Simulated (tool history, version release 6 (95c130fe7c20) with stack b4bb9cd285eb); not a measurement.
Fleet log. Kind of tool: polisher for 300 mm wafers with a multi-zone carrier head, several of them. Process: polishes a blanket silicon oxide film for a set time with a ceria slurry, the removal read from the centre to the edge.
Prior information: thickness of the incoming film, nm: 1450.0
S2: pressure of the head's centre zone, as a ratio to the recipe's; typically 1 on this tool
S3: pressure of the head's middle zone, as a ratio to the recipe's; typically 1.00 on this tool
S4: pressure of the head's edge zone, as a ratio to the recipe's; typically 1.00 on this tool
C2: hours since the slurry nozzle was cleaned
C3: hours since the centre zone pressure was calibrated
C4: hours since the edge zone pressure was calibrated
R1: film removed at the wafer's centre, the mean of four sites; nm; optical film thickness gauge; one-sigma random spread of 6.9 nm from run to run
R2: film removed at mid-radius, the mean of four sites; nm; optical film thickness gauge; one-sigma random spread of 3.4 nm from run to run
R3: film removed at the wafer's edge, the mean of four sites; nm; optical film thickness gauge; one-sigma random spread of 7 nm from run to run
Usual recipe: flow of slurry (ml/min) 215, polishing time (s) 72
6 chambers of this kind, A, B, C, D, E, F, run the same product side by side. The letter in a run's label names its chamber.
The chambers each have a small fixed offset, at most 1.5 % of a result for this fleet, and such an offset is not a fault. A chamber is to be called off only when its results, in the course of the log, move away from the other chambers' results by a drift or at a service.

At hour 3.2: chamber B: worn pad replaced by a new one.
At hour 4.1: chamber D: slurry nozzle cleaned.
Run 1F, hour 6.3: usual settings; wafers polished on this pad 490; C2 87.5; C3 555.0; C4 10.5. Result: R1 571.50 nm, R2 554.18 nm, R3 555.58 nm.
Run 2E, hour 10.4: usual settings; wafers polished on this pad 941; C2 174.9; C3 343.8; C4 1124.6. Result: R1 569.71 nm, R2 549.46 nm, R3 561.21 nm.
Run 3A, hour 18.9: usual settings; wafers polished on this pad 421; C2 431.8; C3 757.0; C4 318.0. Result: R1 539.46 nm, R2 563.36 nm, R3 554.16 nm.
Run 4C, hour 23.0: usual settings; wafers polished on this pad 340; C2 273.1; C3 632.5; C4 406.5. Result: R1 556.78 nm, R2 557.85 nm, R3 556.65 nm.
Run 5D, hour 26.9: usual settings; wafers polished on this pad 741; C2 22.9; C3 426.3; C4 142.4. Result: R1 552.90 nm, R2 558.77 nm, R3 562.22 nm.
Run 6B, hour 33.8: usual settings; wafers polished on this pad 300; C2 175.7; C3 1102.0; C4 464.7. Result: R1 558.56 nm, R2 561.13 nm, R3 552.97 nm.
At hour 36.8: chamber C: worn pad replaced by a new one.
At hour 37.4: chamber D: worn pad replaced by a new one.
Run 7E, hour 39.0: usual settings but flow of slurry (ml/min) 285, S4 0.93; wafers polished on this pad 1221; C2 203.5; C3 372.4; C4 1153.2. Result: R1 579.29 nm, R2 570.42 nm, R3 551.89 nm.
At hour 40.6: chamber A: worn pad replaced by a new one.
At hour 40.9: chamber E: worn pad replaced by a new one.
Run 8F, hour 43.6: usual settings but flow of slurry (ml/min) 285, S4 0.93; wafers polished on this pad 856; C2 124.8; C3 592.3; C4 47.8. Result: R1 571.08 nm, R2 579.74 nm, R3 557.85 nm.
Run 9B, hour 48.7: usual settings but flow of slurry (ml/min) 285, S4 0.93; wafers polished on this pad 446; C2 190.6; C3 1116.9; C4 479.6. Result: R1 561.25 nm, R2 569.56 nm, R3 542.06 nm.
At hour 48.8: chamber A: slurry nozzle cleaned.
Run 10A, hour 57.4: usual settings but flow of slurry (ml/min) 285, S4 0.93; wafers polished on this pad 165; C2 8.6; C3 795.5; C4 356.5. Result: R1 569.99 nm, R2 582.09 nm, R3 556.66 nm.
Run 11C, hour 66.0: usual settings but flow of slurry (ml/min) 285, S4 0.93; wafers polished on this pad 286; C2 316.1; C3 675.5; C4 449.5. Result: R1 578.03 nm, R2 581.27 nm, R3 570.12 nm.
Run 12D, hour 72.6: usual settings but flow of slurry (ml/min) 285, S4 0.93; wafers polished on this pad 346; C2 68.6; C3 472.0; C4 188.1. Result: R1 581.14 nm, R2 587.70 nm, R3 536.91 nm.
Run 13B, hour 76.5: usual settings; wafers polished on this pad 719; C2 218.4; C3 1144.7; C4 507.4. Result: R1 554.08 nm, R2 552.55 nm, R3 550.34 nm.
Run 14A, hour 82.1: usual settings; wafers polished on this pad 408; C2 33.3; C3 820.2; C4 381.2. Result: R1 544.63 nm, R2 553.51 nm, R3 543.02 nm.
At hour 85.5: chamber F: worn pad replaced by a new one.
At hour 87.9: chamber C: worn pad replaced by a new one.
Run 15E, hour 88.4: usual settings; wafers polished on this pad 467; C2 252.9; C3 421.8; C4 1202.6. Result: R1 551.45 nm, R2 549.78 nm, R3 561.75 nm.
Run 16C, hour 94.3: usual settings but S3 0.89; wafers polished on this pad 63; C2 344.4; C3 703.8; C4 477.8. Result: R1 553.83 nm, R2 498.38 nm, R3 555.84 nm.
Run 17F, hour 98.5: usual settings but S3 0.89; wafers polished on this pad 128; C2 179.7; C3 647.2; C4 102.7. Result: R1 555.59 nm, R2 497.36 nm, R3 556.43 nm.
At hour 100.8: chamber E: slurry nozzle cleaned.
At hour 102.5: chamber A: worn pad replaced by a new one.
Run 18D, hour 105.3: usual settings but S3 0.89; wafers polished on this pad 667; C2 101.3; C3 504.7; C4 220.8. Result: R1 576.72 nm, R2 499.00 nm, R3 558.42 nm.
Run 19E, hour 111.2: usual settings but S3 0.89; wafers polished on this pad 690; C2 10.4; C3 444.6; C4 1225.4. Result: R1 554.87 nm, R2 499.74 nm, R3 574.17 nm.
At hour 117.0: chamber A: centre zone pressure recalibrated.
Run 20C, hour 119.0: usual settings but S3 0.89; wafers polished on this pad 305; C2 369.1; C3 728.5; C4 502.5. Result: R1 568.71 nm, R2 499.12 nm, R3 547.99 nm.
Run 21B, hour 124.8: usual settings but S3 0.89; wafers polished on this pad 1193; C2 266.7; C3 1193.0; C4 555.7. Result: R1 551.82 nm, R2 496.65 nm, R3 558.78 nm.
Run 22D, hour 129.7: usual settings; wafers polished on this pad 906; C2 125.7; C3 529.1; C4 245.2. Result: R1 566.06 nm, R2 558.08 nm, R3 554.34 nm.
At hour 132.9: chamber D: worn pad replaced by a new one.
Run 23F, hour 134.2: usual settings; wafers polished on this pad 478; C2 215.4; C3 682.9; C4 138.4. Result: R1 548.82 nm, R2 556.89 nm, R3 555.60 nm.
At hour 137.9: chamber C: worn pad replaced by a new one.
Run 24A, hour 138.9: usual settings; wafers polished on this pad 357; C2 90.1; C3 22.0; C4 438.0. Result: R1 564.28 nm, R2 558.58 nm, R3 568.02 nm.
At hour 145.7: chamber B: worn pad replaced by a new one.
Run 25D, hour 147.0: usual settings; wafers polished on this pad 138; C2 143.0; C3 546.4; C4 262.5. Result: R1 556.89 nm, R2 561.00 nm, R3 550.90 nm.
Run 26F, hour 154.8: usual settings but S3 1.04, S4 0.90; wafers polished on this pad 681; C2 236.0; C3 703.5; C4 159.0. Result: R1 552.19 nm, R2 578.93 nm, R3 519.68 nm.
At hour 158.6: chamber A: worn pad replaced by a new one.
Run 27B, hour 162.2: usual settings but S3 1.04, S4 0.90; wafers polished on this pad 162; C2 304.1; C3 1230.4; C4 593.1. Result: R1 541.50 nm, R2 575.74 nm, R3 531.11 nm.
Run 28A, hour 169.6: usual settings but S3 1.04, S4 0.90; wafers polished on this pad 108; C2 120.8; C3 52.7; C4 468.7. Result: R1 567.34 nm, R2 573.92 nm, R3 530.58 nm.
Run 29E, hour 174.0: usual settings but S3 1.04, S4 0.90; wafers polished on this pad 1307; C2 73.2; C3 507.4; C4 1288.2. Result: R1 565.95 nm, R2 573.62 nm, R3 530.86 nm.
At hour 175.5: chamber E: worn pad replaced by a new one.
Run 30C, hour 181.6: usual settings but S3 1.04, S4 0.90; wafers polished on this pad 429; C2 431.7; C3 791.1; C4 565.1. Result: R1 571.23 nm, R2 581.41 nm, R3 541.64 nm.
At hour 188.5: chamber F: slurry nozzle cleaned.
Run 31A, hour 189.4: usual settings but S3 1.04, S4 0.90; wafers polished on this pad 302; C2 140.6; C3 72.5; C4 488.5. Result: R1 556.35 nm, R2 580.18 nm, R3 536.66 nm.
At hour 190.4: chamber C: worn pad replaced by a new one.
Run 32E, hour 196.0: usual settings; wafers polished on this pad 201; C2 95.2; C3 529.4; C4 1310.2. Result: R1 562.35 nm, R2 547.21 nm, R3 566.95 nm.
Run 33B, hour 202.0: usual settings; wafers polished on this pad 553; C2 343.9; C3 1270.2; C4 632.9. Result: R1 548.72 nm, R2 556.88 nm, R3 545.28 nm.
At hour 206.7: chamber F: worn pad replaced by a new one.
Run 34D, hour 209.5: usual settings but S3 0.90, polishing time (s) 92; wafers polished on this pad 752; C2 205.5; C3 608.9; C4 325.0. Result: R1 714.03 nm, R2 656.38 nm, R3 703.12 nm.
At hour 211.6: chamber A: worn pad replaced by a new one.
At hour 213.5: chamber B: slurry nozzle cleaned.
Run 35C, hour 215.6: usual settings but S3 0.90, polishing time (s) 92; wafers polished on this pad 247; C2 465.7; C3 825.1; C4 599.1. Result: R1 717.76 nm, R2 643.26 nm, R3 714.15 nm.
Run 36F, hour 220.8: usual settings but S3 0.90, polishing time (s) 92; wafers polished on this pad 139; C2 32.4; C3 769.5; C4 225.0. Result: R1 712.45 nm, R2 644.09 nm, R3 718.87 nm.
Run 37D, hour 226.8: usual settings but S3 0.90, polishing time (s) 92; wafers polished on this pad 922; C2 222.8; C3 626.2; C4 342.3. Result: R1 700.95 nm, R2 656.86 nm, R3 727.24 nm.
Run 38F, hour 231.8: usual settings but S3 0.90, polishing time (s) 92; wafers polished on this pad 247; C2 43.4; C3 780.5; C4 236.0. Result: R1 694.33 nm, R2 648.58 nm, R3 707.58 nm.
Run 39E, hour 235.8: usual settings but S3 0.90, polishing time (s) 92; wafers polished on this pad 591; C2 135.0; C3 569.2; C4 1350.0. Result: R1 706.48 nm, R2 637.95 nm, R3 725.62 nm.
Run 40B, hour 241.5: usual settings; wafers polished on this pad 940; C2 28.1; C3 1309.7; C4 672.4. Result: R1 550.14 nm, R2 555.02 nm, R3 558.82 nm.
At hour 242.5: chamber C: worn pad replaced by a new one.
Run 41C, hour 246.3: usual settings; wafers polished on this pad 37; C2 496.4; C3 855.8; C4 629.8. Result: R1 562.24 nm, R2 562.16 nm, R3 557.40 nm.
Run 42A, hour 254.1: usual settings; wafers polished on this pad 417; C2 205.3; C3 137.2; C4 553.2. Result: R1 550.57 nm, R2 559.71 nm, R3 562.50 nm.
Run 43B, hour 260.5: usual settings; wafers polished on this pad 1127; C2 47.1; C3 1328.7; C4 691.4. Result: R1 555.23 nm, R2 552.91 nm, R3 549.82 nm.

Is one chamber out of step, is the gauge drifting, or do the chambers differ by no more than their own small offsets? For an off chamber, give its letter and the likeliest cause.

Beyond each chamber's small constant offset nothing stands out, and the gauge stays steady.
